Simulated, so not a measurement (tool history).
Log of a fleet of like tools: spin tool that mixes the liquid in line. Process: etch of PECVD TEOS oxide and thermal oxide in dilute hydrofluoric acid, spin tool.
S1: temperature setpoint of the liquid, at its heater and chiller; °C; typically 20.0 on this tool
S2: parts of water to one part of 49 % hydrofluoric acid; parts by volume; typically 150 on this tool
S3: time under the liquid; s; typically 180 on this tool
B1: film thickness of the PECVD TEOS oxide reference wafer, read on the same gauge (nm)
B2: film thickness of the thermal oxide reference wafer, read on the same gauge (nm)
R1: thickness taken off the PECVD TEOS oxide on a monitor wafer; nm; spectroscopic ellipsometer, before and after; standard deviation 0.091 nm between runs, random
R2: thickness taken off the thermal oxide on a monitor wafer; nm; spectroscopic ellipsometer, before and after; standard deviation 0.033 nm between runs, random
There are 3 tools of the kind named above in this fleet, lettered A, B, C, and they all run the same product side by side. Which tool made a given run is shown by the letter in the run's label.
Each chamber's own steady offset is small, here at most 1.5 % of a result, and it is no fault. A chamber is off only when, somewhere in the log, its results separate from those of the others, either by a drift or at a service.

Run 1B, hour 6.6: usual settings; B1 39.990; B2 79.968. Result: R1 13.2270 nm, R2 4.5032 nm.
Run 2C, hour 18.6: usual settings; B1 40.024; B2 79.990. Result: R1 13.3130 nm, R2 4.4581 nm.
Run 3A, hour 25.7: usual settings; B1 39.999; B2 79.979. Result: R1 13.3810 nm, R2 4.4736 nm.
Run 4A, hour 37.3: usual settings; B1 40.029; B2 80.018. Result: R1 13.4430 nm, R2 4.4675 nm.
Run 5B, hour 49.1: usual settings; B1 39.982; B2 80.008. Result: R1 13.3410 nm, R2 4.5434 nm.
Run 6C, hour 62.4: usual settings; B1 40.019; B2 80.024. Result: R1 13.4550 nm, R2 4.5169 nm.
Run 7C, hour 72.5: usual settings; B1 40.010; B2 80.013. Result: R1 13.4410 nm, R2 4.4996 nm.
Run 8B, hour 84.4: usual settings; B1 39.980; B2 80.013. Result: R1 13.4850 nm, R2 4.5909 nm.
Run 9A, hour 95.5: usual settings; B1 40.048; B2 79.977. Result: R1 13.5410 nm, R2 4.4260 nm.
Run 10B, hour 104.3: usual settings; B1 40.007; B2 80.017. Result: R1 13.4580 nm, R2 4.5501 nm.
Run 11A, hour 111.9: usual settings; B1 40.018; B2 79.988. Result: R1 13.4400 nm, R2 4.4660 nm.
At hour 118.0: chamber B: hydrofluoric acid flow meter replaced.
Run 12C, hour 124.7: usual settings; B1 39.993; B2 80.015. Result: R1 13.2830 nm, R2 4.4063 nm.
Run 13A, hour 136.5: usual settings but S1 22.5 °C, S3 115 s; B1 40.003; B2 79.996. Result: R1 9.4408 nm, R2 3.1674 nm.
Run 14C, hour 146.1: usual settings but S1 22.5 °C, S3 115 s; B1 40.032; B2 80.000. Result: R1 9.4886 nm, R2 3.1396 nm.
Run 15B, hour 157.8: usual settings but S1 22.5 °C, S3 115 s; B1 40.004; B2 80.023. Result: R1 9.4174 nm, R2 3.1647 nm.
Run 16C, hour 163.7: usual settings; B1 40.019; B2 79.983. Result: R1 13.3330 nm, R2 4.4460 nm.
Run 17B, hour 175.8: usual settings; B1 40.003; B2 80.015. Result: R1 13.3910 nm, R2 4.5244 nm.
Run 18A, hour 187.7: usual settings; B1 39.999; B2 80.001. Result: R1 13.5140 nm, R2 4.4478 nm.
Run 19A, hour 193.8: usual settings; B1 39.973; B2 79.998. Result: R1 13.4870 nm, R2 4.5142 nm.
Run 20B, hour 201.3: usual settings; B1 39.997; B2 79.990. Result: R1 13.2640 nm, R2 4.5298 nm.
Run 21C, hour 210.2: usual settings; B1 39.981; B2 80.010. Result: R1 13.2960 nm, R2 4.4356 nm.
At hour 219.4: chamber C: hydrofluoric acid flow meter replaced.
Run 22A, hour 220.6: usual settings; B1 40.011; B2 79.991. Result: R1 13.4420 nm, R2 4.4668 nm.
At hour 224.4: chamber A: hydrofluoric acid flow meter replaced.
Run 23B, hour 232.6: usual settings; B1 39.974; B2 80.008. Result: R1 13.3610 nm, R2 4.5172 nm.
Run 24C, hour 245.4: usual settings but S3 145 s; B1 39.997; B2 80.016. Result: R1 10.8430 nm, R2 3.6077 nm.
Run 25C, hour 251.3: usual settings but S3 145 s; B1 40.006; B2 80.017. Result: R1 10.8110 nm, R2 3.5763 nm.
Run 26B, hour 258.6: usual settings but S3 145 s; B1 40.006; B2 79.987. Result: R1 10.7000 nm, R2 3.6559 nm.
Run 27A, hour 269.1: usual settings; B1 39.987; B2 79.984. Result: R1 13.3270 nm, R2 4.4980 nm.
Run 28B, hour 281.3: usual settings; B1 39.992; B2 79.991. Result: R1 13.4720 nm, R2 4.5312 nm.
Run 29C, hour 293.8: usual settings but S3 255 s; B1 40.003; B2 79.995. Result: R1 18.7960 nm, R2 6.3217 nm.

What goes on in this fleet: one chamber off, a drifting gauge, or nothing beyond the chambers' own small offsets? Name the chamber and the cause, if any.

Nothing is wrong: each chamber keeps only its own small, steady offset and the gauge holds still.
